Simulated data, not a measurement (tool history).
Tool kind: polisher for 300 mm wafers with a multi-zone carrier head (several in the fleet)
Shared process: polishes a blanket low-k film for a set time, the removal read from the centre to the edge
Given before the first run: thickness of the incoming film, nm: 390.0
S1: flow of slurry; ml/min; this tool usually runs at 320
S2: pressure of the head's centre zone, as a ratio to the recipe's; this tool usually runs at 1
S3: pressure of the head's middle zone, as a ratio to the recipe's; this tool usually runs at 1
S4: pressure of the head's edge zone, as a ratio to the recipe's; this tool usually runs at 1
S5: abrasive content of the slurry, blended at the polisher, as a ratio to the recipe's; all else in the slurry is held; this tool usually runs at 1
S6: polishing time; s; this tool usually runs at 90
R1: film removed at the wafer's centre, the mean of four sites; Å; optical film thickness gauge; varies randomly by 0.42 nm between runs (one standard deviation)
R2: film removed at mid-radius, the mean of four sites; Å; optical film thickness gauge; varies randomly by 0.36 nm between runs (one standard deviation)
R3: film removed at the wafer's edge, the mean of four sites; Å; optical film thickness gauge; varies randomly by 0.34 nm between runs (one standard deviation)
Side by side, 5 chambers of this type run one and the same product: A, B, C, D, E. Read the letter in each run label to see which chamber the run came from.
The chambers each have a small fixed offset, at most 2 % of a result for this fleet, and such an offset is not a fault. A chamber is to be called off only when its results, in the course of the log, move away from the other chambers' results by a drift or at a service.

-- hour=5 chamber E: worn pad replaced by a new one
run 1B hour=11.3 | S1=320 S2=1 S3=1 S4=1 S5=1 S6=90 | R1=529.68 R2=538.45 R3=520.04
run 2D hour=17.8 | S1=320 S2=1 S3=1 S4=1 S5=1 S6=90 | R1=532.41 R2=535.81 R3=528.62
run 3A hour=24.3 | S1=320 S2=1 S3=1 S4=1 S5=1 S6=90 | R1=524.63 R2=526.79 R3=529.87
-- hour=25.4 chamber C: worn pad replaced by a new one
-- hour=27.2 chamber C: centre zone pressure recalibrated
run 4E hour=35 | S1=320 S2=1 S3=1 S4=1 S5=1 S6=90 | R1=533.57 R2=529.95 R3=526.34
-- hour=38.6 chamber B: worn pad replaced by a new one
run 5C hour=42 | S1=320 S2=1 S3=1 S4=1 S5=1 S6=90 | R1=531.39 R2=530.39 R3=532.06
run 6A hour=48.5 | S1=320 S2=1 S3=1 S4=1 S5=1 S6=90 | R1=526.85 R2=529.74 R3=527.78
run 7B hour=56.9 | S1=390 S2=1 S3=1 S4=1 S5=1 S6=90 | R1=532.11 R2=541.99 R3=528.91
-- hour=58.4 chamber C: slurry nozzle cleaned
run 8C hour=62.8 | S1=390 S2=1 S3=1 S4=1 S5=1 S6=90 | R1=543.53 R2=544.59 R3=534.68
-- hour=69.2 chamber A: centre zone pressure recalibrated
-- hour=71.3 chamber B: slurry nozzle cleaned
-- hour=73.4 chamber A: worn pad replaced by a new one
run 9D hour=73.4 | S1=390 S2=1 S3=1 S4=1 S5=1 S6=90 | R1=534.2 R2=546.43 R3=538.12
run 10E hour=80.3 | S1=390 S2=1 S3=1 S4=1 S5=1 S6=90 | R1=545.95 R2=544.47 R3=532.4
-- hour=83.8 chamber E: worn pad replaced by a new one
run 11C hour=89.7 | S1=390 S2=1 S3=1 S4=1 S5=1 S6=90 | R1=538.98 R2=541.47 R3=540.68
run 12B hour=96.2 | S1=320 S2=1 S3=1 S4=1 S5=1 S6=90 | R1=533.19 R2=535.94 R3=521.63
run 13E hour=102.8 | S1=320 S2=1 S3=1 S4=1 S5=1.1 S6=90 | R1=547 R2=554.14 R3=546.46
-- hour=104.5 chamber B: worn pad replaced by a new one
-- hour=105.9 chamber C: worn pad replaced by a new one
-- hour=108.4 chamber E: centre zone pressure recalibrated
run 14A hour=110.8 | S1=320 S2=1 S3=1 S4=1 S5=1.1 S6=90 | R1=551.27 R2=556.09 R3=551.78
run 15D hour=117 | S1=320 S2=1 S3=1 S4=1 S5=1.1 S6=90 | R1=545.38 R2=546.3 R3=558.79
run 16B hour=122.3 | S1=320 S2=1 S3=1 S4=1 S5=1.1 S6=90 | R1=548.8 R2=558.12 R3=551.13
run 17A hour=133.2 | S1=320 S2=1 S3=1 S4=1 S5=1.1 S6=90 | R1=554.62 R2=552.67 R3=551.21
-- hour=133.4 chamber D: worn pad replaced by a new one
run 18C hour=138.8 | S1=320 S2=1 S3=1 S4=1 S5=1 S6=90 | R1=532.18 R2=527.81 R3=528.96
-- hour=144.8 chamber A: worn pad replaced by a new one
run 19D hour=148 | S1=320 S2=1 S3=1 S4=1 S5=1 S6=90 | R1=534.24 R2=532.67 R3=525.52
run 20E hour=155.1 | S1=320 S2=1 S3=1 S4=1 S5=1 S6=90 | R1=526.19 R2=531.41 R3=527.47
-- hour=161.1 chamber E: worn pad replaced by a new one
run 21C hour=162.8 | S1=320 S2=1 S3=1 S4=1 S5=1 S6=90 | R1=533.5 R2=534.22 R3=527.98
run 22A hour=172.3 | S1=320 S2=1 S3=1 S4=1 S5=1 S6=90 | R1=526.93 R2=523.6 R3=535.47
run 23E hour=179.9 | S1=320 S2=1 S3=1 S4=1 S5=1 S6=90 | R1=531.03 R2=535.65 R3=535.95
-- hour=184.2 chamber B: worn pad replaced by a new one
-- hour=184.3 chamber D: centre zone pressure recalibrated
run 24D hour=192.2 | S1=320 S2=1 S3=1 S4=1 S5=1 S6=90 | R1=527.26 R2=528.75 R3=535.48
run 25B hour=198.3 | S1=320 S2=1 S3=1 S4=1 S5=0.75 S6=90 | R1=459.35 R2=462.68 R3=457.52
-- hour=201 chamber C: worn pad replaced by a new one
run 26C hour=206.8 | S1=320 S2=1 S3=1 S4=1 S5=0.75 S6=90 | R1=462.24 R2=467.02 R3=465.91
-- hour=212.5 chamber A: worn pad replaced by a new one
run 27A hour=217.1 | S1=320 S2=1 S3=1 S4=1 S5=0.75 S6=90 | R1=455.68 R2=461.75 R3=462.21
run 28E hour=224.3 | S1=320 S2=1 S3=1 S4=1 S5=0.75 S6=90 | R1=459.45 R2=462.01 R3=459.98
-- hour=233.7 chamber E: worn pad replaced by a new one
run 29D hour=235.5 | S1=320 S2=1 S3=1 S4=1 S5=0.75 S6=90 | R1=466 R2=456.92 R3=457.18
run 30B hour=243.9 | S1=320 S2=1 S3=1 S4=1 S5=1 S6=90 | R1=527.95 R2=535.48 R3=521.32
-- hour=246 chamber D: edge zone pressure recalibrated
run 31E hour=250.4 | S1=320 S2=1 S3=1 S4=1 S5=1 S6=90 | R1=534.69 R2=533.57 R3=527.12
run 32D hour=258.1 | S1=320 S2=1 S3=1 S4=1 S5=1 S6=90 | R1=524.75 R2=532.85 R3=530.35
-- hour=262.7 chamber B: edge zone pressure recalibrated
-- hour=263.6 chamber B: worn pad replaced by a new one
run 33C hour=267.1 | S1=320 S2=1 S3=1 S4=1 S5=1 S6=90 | R1=529.14 R2=531.04 R3=528.59
-- hour=272.1 chamber D: worn pad replaced by a new one
run 34A hour=273.9 | S1=320 S2=1 S3=1 S4=1 S5=1 S6=90 | R1=526.57 R2=530.88 R3=526.31
-- hour=275 chamber A: worn pad replaced by a new one
run 35B hour=281.4 | S1=320 S2=1 S3=1 S4=1 S5=1 S6=90 | R1=522.86 R2=533.83 R3=530.18
-- hour=291.1 chamber C: worn pad replaced by a new one
run 36B hour=292.8 | S1=320 S2=1 S3=1 S4=1 S5=0.9 S6=90 | R1=501.24 R2=516.01 R3=492.41
run 37E hour=301.8 | S1=320 S2=1 S3=1 S4=1 S5=0.9 S6=90 | R1=506 R2=504.42 R3=506.72
-- hour=307.1 chamber A: slurry nozzle cleaned
-- hour=307.3 chamber C: edge zone pressure recalibrated
-- hour=313.2 chamber D: slurry nozzle cleaned
-- hour=313.5 chamber E: worn pad replaced by a new one
run 38D hour=313.7 | S1=320 S2=1 S3=1 S4=1 S5=0.9 S6=90 | R1=503.59 R2=502.43 R3=508.47
run 39A hour=321.8 | S1=320 S2=1 S3=1 S4=1 S5=0.9 S6=90 | R1=502.74 R2=510.93 R3=511.81
run 40C hour=330 | S1=320 S2=1 S3=1 S4=1 S5=0.9 S6=90 | R1=517.1 R2=504.82 R3=501.75
run 41E hour=337.3 | S1=320 S2=1 S3=1 S4=1 S5=1 S6=90 | R1=533.79 R2=533.3 R3=527.78
run 42C hour=347.9 | S1=320 S2=1 S3=1 S4=1 S5=1 S6=90 | R1=524.54 R2=535.41 R3=524.01

Does one chamber stand apart from the rest, does the shared gauge drift, or is all well apart from small per-chamber offsets? Give the chamber and the most likely cause, where there is one.

Beyond each chamber's small constant offset nothing stands out, and the gauge stays steady.
